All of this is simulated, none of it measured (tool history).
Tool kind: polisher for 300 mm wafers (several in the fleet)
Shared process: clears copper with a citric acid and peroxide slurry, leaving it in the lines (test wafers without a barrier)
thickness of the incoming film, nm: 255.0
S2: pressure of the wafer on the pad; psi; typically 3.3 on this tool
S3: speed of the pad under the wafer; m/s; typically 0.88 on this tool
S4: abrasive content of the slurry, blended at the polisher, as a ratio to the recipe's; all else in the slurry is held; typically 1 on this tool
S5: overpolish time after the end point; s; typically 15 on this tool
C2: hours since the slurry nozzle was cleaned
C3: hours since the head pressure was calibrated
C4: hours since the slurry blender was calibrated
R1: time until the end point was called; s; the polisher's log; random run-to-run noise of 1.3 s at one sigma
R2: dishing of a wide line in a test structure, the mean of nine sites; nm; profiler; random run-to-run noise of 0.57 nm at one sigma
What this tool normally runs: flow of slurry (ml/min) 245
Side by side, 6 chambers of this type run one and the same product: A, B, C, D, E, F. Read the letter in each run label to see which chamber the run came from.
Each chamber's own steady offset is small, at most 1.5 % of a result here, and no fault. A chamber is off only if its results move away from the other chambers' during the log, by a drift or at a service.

{"hour": 3.2, "done": "chamber B: head pressure recalibrated"}
{"run": "1D", "hour": 4.4, "flow of slurry (ml/min)": 245, "S2": 3.3, "S3": 0.88, "S4": 1, "S5": 15, "wafers polished on this pad": 731, "C2": 203.1, "C3": 113.6, "C4": 138.5, "R1": 112.7, "R2": 25.102}
{"run": "2C", "hour": 11.6, "flow of slurry (ml/min)": 245, "S2": 3.3, "S3": 0.88, "S4": 1, "S5": 15, "wafers polished on this pad": 111, "C2": 362.2, "C3": 494.1, "C4": 97.9, "R1": 108.01, "R2": 24.406}
{"run": "3E", "hour": 16.9, "flow of slurry (ml/min)": 245, "S2": 3.3, "S3": 0.88, "S4": 1, "S5": 15, "wafers polished on this pad": 766, "C2": 116.6, "C3": 1041.4, "C4": 239.9, "R1": 108.58, "R2": 25.41}
{"run": "4B", "hour": 22.7, "flow of slurry (ml/min)": 245, "S2": 3.3, "S3": 0.88, "S4": 1, "S5": 15, "wafers polished on this pad": 860, "C2": 129.3, "C3": 19.5, "C4": 154.2, "R1": 110.05, "R2": 25.084}
{"run": "5F", "hour": 28.1, "flow of slurry (ml/min)": 170, "S2": 3.9, "S3": 0.88, "S4": 1, "S5": 15, "wafers polished on this pad": 467, "C2": 439.7, "C3": 198.7, "C4": 64.5, "R1": 96.966, "R2": 27.666}
{"run": "6A", "hour": 34.7, "flow of slurry (ml/min)": 170, "S2": 3.9, "S3": 0.88, "S4": 1, "S5": 15, "wafers polished on this pad": 640, "C2": 865.6, "C3": 472.8, "C4": 129.4, "R1": 98.535, "R2": 26.881}
{"hour": 38.0, "done": "chamber B: slurry blender recalibrated"}
{"hour": 38.1, "done": "chamber F: worn pad replaced by a new one"}
{"hour": 41.5, "done": "chamber C: slurry nozzle cleaned"}
{"run": "7C", "hour": 43.1, "flow of slurry (ml/min)": 170, "S2": 3.9, "S3": 0.88, "S4": 1, "S5": 15, "wafers polished on this pad": 406, "C2": 1.6, "C3": 525.6, "C4": 129.4, "R1": 96.221, "R2": 29.346}
{"run": "8F", "hour": 46.9, "flow of slurry (ml/min)": 170, "S2": 3.9, "S3": 0.88, "S4": 1, "S5": 15, "wafers polished on this pad": 82, "C2": 458.5, "C3": 217.5, "C4": 83.3, "R1": 97.389, "R2": 28.675}
{"hour": 53.3, "done": "chamber E: slurry blender recalibrated"}
{"run": "9B", "hour": 53.4, "flow of slurry (ml/min)": 170, "S2": 3.9, "S3": 0.88, "S4": 1, "S5": 15, "wafers polished on this pad": 1147, "C2": 160, "C3": 50.2, "C4": 15.4, "R1": 98.722, "R2": 28.283}
{"hour": 57.7, "done": "chamber A: worn pad replaced by a new one"}
{"run": "10D", "hour": 58.6, "flow of slurry (ml/min)": 170, "S2": 3.9, "S3": 0.88, "S4": 1, "S5": 15, "wafers polished on this pad": 1238, "C2": 257.3, "C3": 167.8, "C4": 192.7, "R1": 99.398, "R2": 27.119}
{"hour": 63.7, "done": "chamber D: worn pad replaced by a new one"}
{"hour": 64.8, "done": "chamber F: slurry nozzle cleaned"}
{"run": "11A", "hour": 65.9, "flow of slurry (ml/min)": 245, "S2": 3.3, "S3": 0.88, "S4": 1, "S5": 15, "wafers polished on this pad": 77, "C2": 896.8, "C3": 504, "C4": 160.6, "R1": 110.28, "R2": 24.847}
{"hour": 69.8, "done": "chamber A: slurry nozzle cleaned"}
{"run": "12E", "hour": 72.1, "flow of slurry (ml/min)": 245, "S2": 3.3, "S3": 0.88, "S4": 1, "S5": 15, "wafers polished on this pad": 1282, "C2": 171.8, "C3": 1096.6, "C4": 18.9, "R1": 110.56, "R2": 24.887}
{"hour": 73.9, "done": "chamber C: worn pad replaced by a new one"}
{"run": "13B", "hour": 79.3, "flow of slurry (ml/min)": 245, "S2": 3.3, "S3": 0.88, "S4": 1, "S5": 15, "wafers polished on this pad": 1389, "C2": 185.9, "C3": 76.1, "C4": 41.3, "R1": 109.72, "R2": 25.428}
{"hour": 81.3, "done": "chamber B: worn pad replaced by a new one"}
{"run": "14C", "hour": 86.2, "flow of slurry (ml/min)": 245, "S2": 3.3, "S3": 0.88, "S4": 1, "S5": 15, "wafers polished on this pad": 115, "C2": 44.7, "C3": 568.7, "C4": 172.5, "R1": 107.01, "R2": 25.914}
{"run": "15E", "hour": 93.8, "flow of slurry (ml/min)": 245, "S2": 3.3, "S3": 0.88, "S4": 1, "S5": 15, "wafers polished on this pad": 1485, "C2": 193.5, "C3": 1118.3, "C4": 40.6, "R1": 108.64, "R2": 25.084}
{"hour": 96.9, "done": "chamber F: worn pad replaced by a new one"}
{"run": "16A", "hour": 101.3, "flow of slurry (ml/min)": 245, "S2": 3.3, "S3": 0.88, "S4": 1, "S5": 15, "wafers polished on this pad": 408, "C2": 31.5, "C3": 539.4, "C4": 196, "R1": 108.16, "R2": 25.035}
{"hour": 101.8, "done": "chamber E: worn pad replaced by a new one"}
{"run": "17D", "hour": 109.9, "flow of slurry (ml/min)": 245, "S2": 3.3, "S3": 0.88, "S4": 1, "S5": 15, "wafers polished on this pad": 432, "C2": 308.6, "C3": 219.1, "C4": 244, "R1": 109.12, "R2": 24.231}
{"run": "18F", "hour": 118.0, "flow of slurry (ml/min)": 245, "S2": 3.3, "S3": 0.88, "S4": 1, "S5": 15, "wafers polished on this pad": 197, "C2": 53.2, "C3": 288.6, "C4": 154.4, "R1": 106.62, "R2": 25.643}
{"run": "19D", "hour": 124.6, "flow of slurry (ml/min)": 245, "S2": 3.3, "S3": 0.88, "S4": 1, "S5": 15, "wafers polished on this pad": 570, "C2": 323.3, "C3": 233.8, "C4": 258.7, "R1": 111.23, "R2": 25.052}
{"run": "20E", "hour": 129.3, "flow of slurry (ml/min)": 245, "S2": 3.3, "S3": 0.88, "S4": 1, "S5": 15, "wafers polished on this pad": 257, "C2": 229, "C3": 1153.8, "C4": 76.1, "R1": 107.76, "R2": 25.665}
{"run": "21B", "hour": 134.2, "flow of slurry (ml/min)": 245, "S2": 3.3, "S3": 0.88, "S4": 1, "S5": 15, "wafers polished on this pad": 495, "C2": 240.8, "C3": 131, "C4": 96.2, "R1": 112.03, "R2": 24.863}
{"run": "22C", "hour": 141.3, "flow of slurry (ml/min)": 245, "S2": 2.7, "S3": 0.7, "S4": 1, "S5": 15, "wafers polished on this pad": 630, "C2": 99.8, "C3": 623.8, "C4": 227.6, "R1": 163.87, "R2": 16.995}
{"run": "23A", "hour": 146.7, "flow of slurry (ml/min)": 245, "S2": 2.7, "S3": 0.7, "S4": 1, "S5": 15, "wafers polished on this pad": 832, "C2": 76.9, "C3": 584.8, "C4": 241.4, "R1": 167.3, "R2": 17.118}
{"hour": 149.3, "done": "chamber C: worn pad replaced by a new one"}
{"hour": 150.5, "done": "chamber A: worn pad replaced by a new one"}
{"hour": 151.6, "done": "chamber C: head pressure recalibrated"}
{"run": "24F", "hour": 153.1, "flow of slurry (ml/min)": 245, "S2": 2.7, "S3": 0.7, "S4": 1, "S5": 15, "wafers polished on this pad": 525, "C2": 88.3, "C3": 323.7, "C4": 189.5, "R1": 166.21, "R2": 17.454}
{"run": "25D", "hour": 159.0, "flow of slurry (ml/min)": 245, "S2": 2.7, "S3": 0.7, "S4": 1, "S5": 15, "wafers polished on this pad": 891, "C2": 357.7, "C3": 268.2, "C4": 293.1, "R1": 164.8, "R2": 17.61}
{"run": "26A", "hour": 163.5, "flow of slurry (ml/min)": 245, "S2": 2.7, "S3": 0.7, "S4": 1, "S5": 15, "wafers polished on this pad": 122, "C2": 93.7, "C3": 601.6, "C4": 258.2, "R1": 167.89, "R2": 17.263}
{"hour": 169.9, "done": "chamber F: worn pad replaced by a new one"}
{"run": "27E", "hour": 169.9, "flow of slurry (ml/min)": 245, "S2": 2.7, "S3": 0.7, "S4": 1, "S5": 15, "wafers polished on this pad": 637, "C2": 269.6, "C3": 1194.4, "C4": 116.7, "R1": 167.15, "R2": 16.943}
{"hour": 176.9, "done": "chamber A: slurry blender recalibrated"}
{"run": "28C", "hour": 178.2, "flow of slurry (ml/min)": 245, "S2": 3.3, "S3": 0.88, "S4": 1, "S5": 15, "wafers polished on this pad": 270, "C2": 136.7, "C3": 26.7, "C4": 264.5, "R1": 108.96, "R2": 24.819}
{"run": "29F", "hour": 184.9, "flow of slurry (ml/min)": 245, "S2": 3.3, "S3": 0.88, "S4": 1, "S5": 15, "wafers polished on this pad": 140, "C2": 120.1, "C3": 355.5, "C4": 221.3, "R1": 108.69, "R2": 25.469}
{"run": "30B", "hour": 189.6, "flow of slurry (ml/min)": 245, "S2": 3.3, "S3": 0.88, "S4": 1, "S5": 15, "wafers polished on this pad": 1012, "C2": 296.2, "C3": 186.4, "C4": 151.6, "R1": 110.66, "R2": 26.011}
{"run": "31F", "hour": 194.1, "flow of slurry (ml/min)": 245, "S2": 3.9, "S3": 0.88, "S4": 1.15, "S5": 15, "wafers polished on this pad": 226, "C2": 129.3, "C3": 364.7, "C4": 230.5, "R1": 88.965, "R2": 30.468}
{"hour": 197.5, "done": "chamber B: worn pad replaced by a new one"}
{"hour": 198.8, "done": "chamber D: worn pad replaced by a new one"}
{"run": "32D", "hour": 202.0, "flow of slurry (ml/min)": 245, "S2": 3.9, "S3": 0.88, "S4": 1.15, "S5": 15, "wafers polished on this pad": 30, "C2": 400.7, "C3": 311.2, "C4": 336.1, "R1": 92.298, "R2": 30.529}
{"run": "33A", "hour": 206.9, "flow of slurry (ml/min)": 245, "S2": 3.9, "S3": 0.88, "S4": 1.15, "S5": 15, "wafers polished on this pad": 528, "C2": 137.1, "C3": 645, "C4": 30.1, "R1": 90.489, "R2": 30.111}
{"hour": 210.5, "done": "chamber B: slurry nozzle cleaned"}
{"run": "34E", "hour": 211.9, "flow of slurry (ml/min)": 245, "S2": 3.9, "S3": 0.88, "S4": 1.15, "S5": 15, "wafers polished on this pad": 1029, "C2": 311.6, "C3": 1236.4, "C4": 158.7, "R1": 88.573, "R2": 29.724}
{"run": "35B", "hour": 216.0, "flow of slurry (ml/min)": 245, "S2": 3.9, "S3": 0.88, "S4": 1.15, "S5": 15, "wafers polished on this pad": 173, "C2": 5.5, "C3": 212.8, "C4": 178, "R1": 91.899, "R2": 30.537}
{"run": "36C", "hour": 221.4, "flow of slurry (ml/min)": 245, "S2": 3.9, "S3": 0.88, "S4": 1.15, "S5": 15, "wafers polished on this pad": 674, "C2": 179.9, "C3": 69.9, "C4": 307.7, "R1": 89.325, "R2": 28.838}
{"run": "37D", "hour": 227.0, "flow of slurry (ml/min)": 245, "S2": 3.3, "S3": 0.88, "S4": 1, "S5": 15, "wafers polished on this pad": 264, "C2": 425.7, "C3": 336.2, "C4": 361.1, "R1": 111.81, "R2": 24.139}
{"hour": 231.5, "done": "chamber C: worn pad replaced by a new one"}
{"hour": 232.3, "done": "chamber B: slurry blender recalibrated"}
{"run": "38C", "hour": 234.2, "flow of slurry (ml/min)": 245, "S2": 3.3, "S3": 0.88, "S4": 1, "S5": 15, "wafers polished on this pad": 25, "C2": 192.7, "C3": 82.7, "C4": 320.5, "R1": 108.02, "R2": 24.934}
{"hour": 239.7, "done": "chamber F: slurry blender recalibrated"}
{"run": "39F", "hour": 239.9, "flow of slurry (ml/min)": 245, "S2": 3.3, "S3": 0.88, "S4": 1, "S5": 15, "wafers polished on this pad": 654, "C2": 175.1, "C3": 410.5, "C4": 0.2, "R1": 111.12, "R2": 25.342}
{"hour": 243.4, "done": "chamber E: worn pad replaced by a new one"}
{"run": "40B", "hour": 248.0, "flow of slurry (ml/min)": 245, "S2": 3.3, "S3": 0.88, "S4": 1, "S5": 15, "wafers polished on this pad": 472, "C2": 37.5, "C3": 244.8, "C4": 15.7, "R1": 111.96, "R2": 24.529}
{"run": "41E", "hour": 253.0, "flow of slurry (ml/min)": 245, "S2": 3.3, "S3": 0.88, "S4": 1, "S5": 15, "wafers polished on this pad": 90, "C2": 352.7, "C3": 1277.5, "C4": 199.8, "R1": 109.36, "R2": 24.545}
{"hour": 253.2, "done": "chamber A: worn pad replaced by a new one"}
{"run": "42A", "hour": 257.0, "flow of slurry (ml/min)": 245, "S2": 3.3, "S3": 0.88, "S4": 1, "S5": 15, "wafers polished on this pad": 36, "C2": 187.2, "C3": 695.1, "C4": 80.2, "R1": 107.8, "R2": 25.198}

All 6 chambers run these settings next. Forecast each chamber's results:
{"run": "43A", "hour": 263.2, "flow of slurry (ml/min)": 245, "S2": 3.3, "S3": 0.88, "S4": 1, "S5": 19, "R1": "?", "R2": "?"}
{"run": "43B", "hour": 263.2, "flow of slurry (ml/min)": 245, "S2": 3.3, "S3": 0.88, "S4": 1, "S5": 19, "R1": "?", "R2": "?"}
{"run": "43C", "hour": 263.2, "flow of slurry (ml/min)": 245, "S2": 3.3, "S3": 0.88, "S4": 1, "S5": 19, "R1": "?", "R2": "?"}
{"run": "43D", "hour": 263.2, "flow of slurry (ml/min)": 245, "S2": 3.3, "S3": 0.88, "S4": 1, "S5": 19, "R1": "?", "R2": "?"}
{"run": "43E", "hour": 263.2, "flow of slurry (ml/min)": 245, "S2": 3.3, "S3": 0.88, "S4": 1, "S5": 19, "R1": "?", "R2": "?"}
{"run": "43F", "hour": 263.2, "flow of slurry (ml/min)": 245, "S2": 3.3, "S3": 0.88, "S4": 1, "S5": 19, "R1": "?", "R2": "?"}

run=43A R1=111.84 R2=31.464
run=43B R1=109.81 R2=31.759
run=43C R1=108.53 R2=30.695
run=43D R1=109.83 R2=31.001
run=43E R1=111.71 R2=30.636
run=43F R1=109.86 R2=30.891
